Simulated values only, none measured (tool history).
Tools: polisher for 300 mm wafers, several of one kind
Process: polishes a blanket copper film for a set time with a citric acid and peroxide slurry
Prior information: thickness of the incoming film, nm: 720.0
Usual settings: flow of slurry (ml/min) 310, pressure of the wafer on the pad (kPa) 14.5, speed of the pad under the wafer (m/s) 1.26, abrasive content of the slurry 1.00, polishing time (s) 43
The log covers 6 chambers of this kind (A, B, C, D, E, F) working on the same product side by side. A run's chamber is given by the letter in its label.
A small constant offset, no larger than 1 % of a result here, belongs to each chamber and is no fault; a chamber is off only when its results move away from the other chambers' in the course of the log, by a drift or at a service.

| run | hour | flow of slurry (ml/min) | pressure of the wafer on the pad (kPa) | speed of the pad under the wafer (m/s) | abrasive content of the slurry | polishing time (s) | wafers polished on this pad | hours since the slurry nozzle was cleaned | hours since the head pressure was calibrated | hours since the slurry blender was calibrated | film removed (angstrom) |
|---|---|---|---|---|---|---|---|---|---|---|---|
|  | 4.8 | chamber C: slurry blender recalibrated |
| 1A | 6.7 | 310 | 14.5 | 1.26 | 1.00 | 43 | 521 | 181.3 | 94.2 | 57.1 | 820.24 |
|  | 8.8 | chamber F: worn pad replaced by a new one |
|  | 11.6 | chamber E: worn pad replaced by a new one |
|  | 13.6 | chamber C: worn pad replaced by a new one |
| 2D | 16.0 | 310 | 14.5 | 1.26 | 1.00 | 43 | 656 | 72.6 | 103.6 | 228.4 | 824.09 |
|  | 16.7 | chamber A: slurry nozzle cleaned |
| 3C | 27.4 | 310 | 14.5 | 1.26 | 1.00 | 43 | 130 | 535.0 | 56.6 | 22.6 | 836.76 |
|  | 32.0 | chamber A: worn pad replaced by a new one |
| 4E | 36.5 | 310 | 14.5 | 1.26 | 1.00 | 43 | 235 | 594.5 | 465.1 | 207.5 | 801.86 |
| 5B | 46.3 | 310 | 14.5 | 1.26 | 1.00 | 43 | 913 | 316.6 | 1130.6 | 186.8 | 807.31 |
| 6F | 57.2 | 310 | 14.5 | 1.26 | 0.85 | 34 | 457 | 554.1 | 717.2 | 83.6 | 628.98 |
|  | 59.4 | chamber D: worn pad replaced by a new one |
| 7C | 68.9 | 310 | 14.5 | 1.26 | 0.85 | 34 | 522 | 576.5 | 98.1 | 64.1 | 623.39 |
| 8A | 76.4 | 310 | 14.5 | 1.26 | 0.85 | 34 | 419 | 59.8 | 163.9 | 126.8 | 619.86 |
|  | 80.3 | chamber E: worn pad replaced by a new one |
|  | 84.2 | chamber F: worn pad replaced by a new one |
| 9E | 85.0 | 310 | 14.5 | 1.26 | 0.85 | 34 | 45 | 643.0 | 513.6 | 256.0 | 617.04 |
|  | 86.2 | chamber A: slurry blender recalibrated |
|  | 89.6 | chamber B: worn pad replaced by a new one |
|  | 90.8 | chamber B: slurry nozzle cleaned |
| 10F | 94.2 | 310 | 14.5 | 1.26 | 0.85 | 34 | 94 | 591.1 | 754.2 | 120.6 | 623.56 |
| 11D | 101.3 | 310 | 14.5 | 1.26 | 0.85 | 34 | 396 | 157.9 | 188.9 | 313.7 | 622.52 |
|  | 106.2 | chamber A: worn pad replaced by a new one |
| 12B | 111.1 | 310 | 14.5 | 1.26 | 1.00 | 43 | 203 | 20.3 | 1195.4 | 251.6 | 813.28 |
| 13C | 116.6 | 310 | 14.5 | 1.26 | 1.00 | 43 | 972 | 624.2 | 145.8 | 111.8 | 809.68 |
|  | 118.6 | chamber C: worn pad replaced by a new one |
| 14E | 121.9 | 310 | 14.5 | 1.26 | 1.00 | 43 | 393 | 679.9 | 550.5 | 292.9 | 793.01 |
| 15A | 133.6 | 310 | 14.5 | 1.26 | 1.00 | 43 | 259 | 117.0 | 221.1 | 47.4 | 816.47 |
| 16F | 143.4 | 360 | 14.5 | 1.26 | 1.00 | 43 | 559 | 640.3 | 803.4 | 169.8 | 843.25 |
|  | 144.8 | chamber F: worn pad replaced by a new one |
|  | 149.6 | chamber D: worn pad replaced by a new one |
| 17D | 155.4 | 360 | 14.5 | 1.26 | 1.00 | 43 | 55 | 212.0 | 243.0 | 367.8 | 830.99 |
|  | 155.7 | chamber E: worn pad replaced by a new one |
|  | 160.3 | chamber B: slurry blender recalibrated |
| 18B | 166.9 | 360 | 14.5 | 1.26 | 1.00 | 43 | 729 | 76.1 | 1251.2 | 6.7 | 827.02 |
|  | 171.5 | chamber C: slurry nozzle cleaned |
|  | 171.7 | chamber A: worn pad replaced by a new one |
| 19C | 177.5 | 360 | 14.5 | 1.26 | 1.00 | 43 | 556 | 6.1 | 206.7 | 172.7 | 839.56 |
| 20D | 183.5 | 360 | 14.5 | 1.26 | 1.00 | 43 | 320 | 240.1 | 271.1 | 395.9 | 823.41 |
| 21A | 193.4 | 360 | 14.5 | 1.26 | 1.00 | 43 | 205 | 176.8 | 280.9 | 107.2 | 827.07 |
| 22F | 201.4 | 310 | 14.5 | 1.26 | 1.00 | 43 | 534 | 698.3 | 861.4 | 227.8 | 832.65 |
|  | 206.8 | chamber F: worn pad replaced by a new one |
|  | 208.7 | chamber C: slurry blender recalibrated |
|  | 210.7 | chamber A: slurry blender recalibrated |
| 23E | 213.4 | 310 | 14.5 | 1.26 | 1.00 | 43 | 544 | 771.4 | 642.0 | 384.4 | 781.10 |
|  | 215.9 | chamber D: slurry blender recalibrated |
| 24B | 219.8 | 310 | 14.5 | 1.26 | 1.00 | 43 | 1229 | 129.0 | 1304.1 | 59.6 | 807.32 |
|  | 222.8 | chamber B: worn pad replaced by a new one |
| 25E | 228.7 | 310 | 14.5 | 1.26 | 1.00 | 43 | 689 | 786.7 | 657.3 | 399.7 | 776.06 |
|  | 232.3 | chamber B: head pressure recalibrated |
|  | 235.6 | chamber E: worn pad replaced by a new one |
| 26D | 240.2 | 310 | 14.5 | 1.26 | 1.00 | 43 | 855 | 296.8 | 327.8 | 24.3 | 839.88 |
|  | 243.6 | chamber C: worn pad replaced by a new one |
|  | 244.5 | chamber D: worn pad replaced by a new one |
|  | 247.7 | chamber A: worn pad replaced by a new one |
| 27B | 247.7 | 310 | 14.5 | 1.26 | 1.00 | 43 | 235 | 156.9 | 15.4 | 87.5 | 805.75 |
|  | 256.2 | chamber F: slurry blender recalibrated |
|  | 256.5 | chamber A: slurry nozzle cleaned |
| 28C | 258.8 | 310 | 16.5 | 1.26 | 1.00 | 53 | 143 | 87.4 | 288.0 | 50.2 | 1144.10 |
| 29F | 268.2 | 310 | 16.5 | 1.26 | 1.00 | 53 | 579 | 765.1 | 928.2 | 12.0 | 1164.30 |
|  | 272.4 | chamber F: worn pad replaced by a new one |
| 30A | 275.0 | 310 | 16.5 | 1.26 | 1.00 | 53 | 258 | 18.5 | 362.5 | 64.4 | 1159.10 |
| 31C | 286.9 | 310 | 16.5 | 1.26 | 1.00 | 53 | 409 | 115.5 | 316.1 | 78.3 | 1137.80 |
| 32B | 297.1 | 310 | 16.5 | 1.26 | 1.00 | 53 | 701 | 206.3 | 64.8 | 136.9 | 1156.30 |
| 33D | 304.8 | 310 | 16.5 | 1.26 | 1.00 | 53 | 569 | 361.4 | 392.4 | 88.9 | 1146.30 |
| 34F | 313.3 | 310 | 14.5 | 1.26 | 1.20 | 43 | 386 | 810.2 | 973.3 | 57.1 | 849.82 |
|  | 314.7 | chamber E: worn pad replaced by a new one |
| 35E | 319.5 | 310 | 14.5 | 1.26 | 1.20 | 43 | 45 | 877.5 | 748.1 | 490.5 | 812.59 |
|  | 328.5 | chamber A: worn pad replaced by a new one |
| 36A | 329.9 | 310 | 14.5 | 1.26 | 1.20 | 43 | 13 | 73.4 | 417.4 | 119.3 | 844.28 |
|  | 330.4 | chamber A: slurry blender recalibrated |
|  | 331.1 | chamber E: slurry nozzle cleaned |
| 37D | 339.0 | 310 | 14.5 | 1.26 | 1.20 | 43 | 892 | 395.6 | 426.6 | 123.1 | 852.82 |
| 38A | 347.3 | 310 | 14.5 | 1.26 | 1.20 | 43 | 178 | 90.8 | 434.8 | 16.9 | 860.22 |
| 39E | 355.7 | 310 | 14.5 | 1.26 | 1.20 | 43 | 387 | 24.7 | 784.3 | 526.7 | 789.17 |

What goes on in this fleet: one chamber off, a drifting gauge, or nothing beyond the chambers' own small offsets? Name the chamber and the cause, if any.

Little by little, chamber E moves away from the other chambers.
Most likely cause: abrasive missing from the slurry, % = 30.
It could be hard to tell apart here from: head's pressure below its setpoint, %.

Chamber E could run next with any of the 4 candidate recipes listed below; each alters the usual settings, and their results appear as question marks. Which one brings its results back in line with what the other chambers deliver on the usual settings?
In line here means within this much of the mean the other chambers give on the usual settings: film removed (angstrom) 23.00
| 40E-1 | 364.4 | 315 | 14.5 | 1.26 | 1.00 | 49 |  |  |  |  | ? |
| 40E-2 | 364.4 | 310 | 15.9 | 1.26 | 1.00 | 43 |  |  |  |  | ? |
| 40E-3 | 364.4 | 310 | 13.8 | 1.22 | 1.00 | 43 |  |  |  |  | ? |
| 40E-4 | 364.4 | 305 | 14.5 | 1.26 | 1.00 | 38 |  |  |  |  | ? |

Other chambers, usual settings, mean: film removed (angstrom) 820.95
| run | film removed (angstrom) |
|---|---|
| 40E-1 | 860.84 |
| 40E-2 | 825.34 |
| 40E-3 | 697.09 |
| 40E-4 | 665.74 |
The right change is 40E-2: it brings the chamber back within the allowed miss of the others.
